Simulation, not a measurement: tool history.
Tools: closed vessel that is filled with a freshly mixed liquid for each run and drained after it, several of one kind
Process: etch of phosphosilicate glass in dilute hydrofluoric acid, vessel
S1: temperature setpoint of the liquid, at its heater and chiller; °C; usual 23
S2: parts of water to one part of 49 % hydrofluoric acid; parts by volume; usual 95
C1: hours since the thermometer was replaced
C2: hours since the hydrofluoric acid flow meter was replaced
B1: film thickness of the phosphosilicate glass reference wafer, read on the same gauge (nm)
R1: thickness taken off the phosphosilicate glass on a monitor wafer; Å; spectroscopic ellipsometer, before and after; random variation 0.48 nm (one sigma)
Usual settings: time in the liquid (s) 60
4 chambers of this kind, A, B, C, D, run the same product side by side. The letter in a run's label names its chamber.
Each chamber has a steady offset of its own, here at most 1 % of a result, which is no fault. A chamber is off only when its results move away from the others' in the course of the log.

run 1B day=0.329 | S1=23 S2=95 time_in_the_liquid_(s)=60 | C1=2638.8 C2=46.8 | B1=140.03 | R1=776.62
run 2D day=0.638 | S1=23 S2=95 time_in_the_liquid_(s)=60 | C1=462.4 C2=139.9 | B1=139.96 | R1=762.19
run 3C day=0.825 | S1=23 S2=95 time_in_the_liquid_(s)=60 | C1=262.5 C2=1749.2 | B1=140 | R1=763.37
run 4A day=1.012 | S1=23 S2=95 time_in_the_liquid_(s)=60 | C1=165.4 C2=40.2 | B1=140.01 | R1=763.18
run 5B day=1.271 | S1=24.5 S2=95 time_in_the_liquid_(s)=45 | C1=2661.4 C2=69.4 | B1=140.06 | R1=619.94
run 6C day=1.554 | S1=24.5 S2=95 time_in_the_liquid_(s)=45 | C1=280 C2=1766.7 | B1=139.98 | R1=608.51
run 7D day=1.888 | S1=24.5 S2=95 time_in_the_liquid_(s)=45 | C1=492.4 C2=169.9 | B1=140.01 | R1=607.67
run 8A day=2.167 | S1=24.5 S2=95 time_in_the_liquid_(s)=45 | C1=193.1 C2=67.9 | B1=139.97 | R1=610.8
run 9A day=2.421 | S1=23 S2=95 time_in_the_liquid_(s)=75 | C1=199.2 C2=74 | B1=140.03 | R1=960.72
run 10C day=2.662 | S1=23 S2=95 time_in_the_liquid_(s)=75 | C1=306.6 C2=1793.3 | B1=140.03 | R1=951.84
run 11D day=2.808 | S1=23 S2=95 time_in_the_liquid_(s)=75 | C1=514.5 C2=192 | B1=140.03 | R1=947.39
run 12B day=3.142 | S1=23 S2=95 time_in_the_liquid_(s)=75 | C1=2706.3 C2=114.3 | B1=139.96 | R1=970.75
run 13A day=3.412 | S1=18 S2=95 time_in_the_liquid_(s)=60 | C1=223 C2=97.8 | B1=140.04 | R1=622.49
run 14C day=3.717 | S1=18 S2=95 time_in_the_liquid_(s)=60 | C1=331.9 C2=1818.6 | B1=139.99 | R1=620.12
run 15B day=3.888 | S1=18 S2=95 time_in_the_liquid_(s)=60 | C1=2724.2 C2=132.2 | B1=139.95 | R1=623.71
-- day=4.188 chamber B: thermometer replaced
run 16D day=4.212 | S1=18 S2=95 time_in_the_liquid_(s)=60 | C1=548.2 C2=225.7 | B1=140.03 | R1=615.25
run 17D day=4.55 | S1=23 S2=135 time_in_the_liquid_(s)=75 | C1=556.3 C2=233.8 | B1=140.03 | R1=631.55
run 18A day=4.746 | S1=23 S2=135 time_in_the_liquid_(s)=75 | C1=255 C2=129.8 | B1=139.97 | R1=641.35
run 19B day=4.946 | S1=23 S2=135 time_in_the_liquid_(s)=75 | C1=18.2 C2=157.6 | B1=140 | R1=645.62
run 20C day=5.125 | S1=23 S2=135 time_in_the_liquid_(s)=75 | C1=365.7 C2=1852.4 | B1=140.04 | R1=624.41
run 21C day=5.375 | S1=23 S2=95 time_in_the_liquid_(s)=60 | C1=371.7 C2=1858.4 | B1=140.02 | R1=743.85
run 22D day=5.579 | S1=23 S2=95 time_in_the_liquid_(s)=60 | C1=581 C2=258.5 | B1=140 | R1=755.63
run 23A day=5.854 | S1=23 S2=95 time_in_the_liquid_(s)=60 | C1=281.6 C2=156.4 | B1=139.99 | R1=767.67
run 24B day=6.179 | S1=23 S2=95 time_in_the_liquid_(s)=60 | C1=47.8 C2=187.2 | B1=140 | R1=763.05
run 25D day=6.425 | S1=23 S2=95 time_in_the_liquid_(s)=60 | C1=601.3 C2=278.8 | B1=140.01 | R1=758.91
run 26C day=6.604 | S1=23 S2=95 time_in_the_liquid_(s)=60 | C1=401.2 C2=1887.9 | B1=139.97 | R1=732.57
run 27B day=6.833 | S1=23 S2=95 time_in_the_liquid_(s)=60 | C1=63.5 C2=202.9 | B1=139.99 | R1=765.72
run 28A day=7.046 | S1=23 S2=95 time_in_the_liquid_(s)=60 | C1=310.2 C2=185 | B1=139.97 | R1=763.3
run 29D day=7.304 | S1=23 S2=95 time_in_the_liquid_(s)=60 | C1=622.4 C2=299.9 | B1=140.02 | R1=765.06

All 4 chambers run these settings next. Forecast each chamber's results:
run 30A day=7.55 | S1=23 S2=95 time_in_the_liquid_(s)=60 | R1=?
run 30B day=7.55 | S1=23 S2=95 time_in_the_liquid_(s)=60 | R1=?
run 30C day=7.55 | S1=23 S2=95 time_in_the_liquid_(s)=60 | R1=?
run 30D day=7.55 | S1=23 S2=95 time_in_the_liquid_(s)=60 | R1=?

run=30A R1=766.73
run=30B R1=764.45
run=30C R1=725.24
run=30D R1=764.66
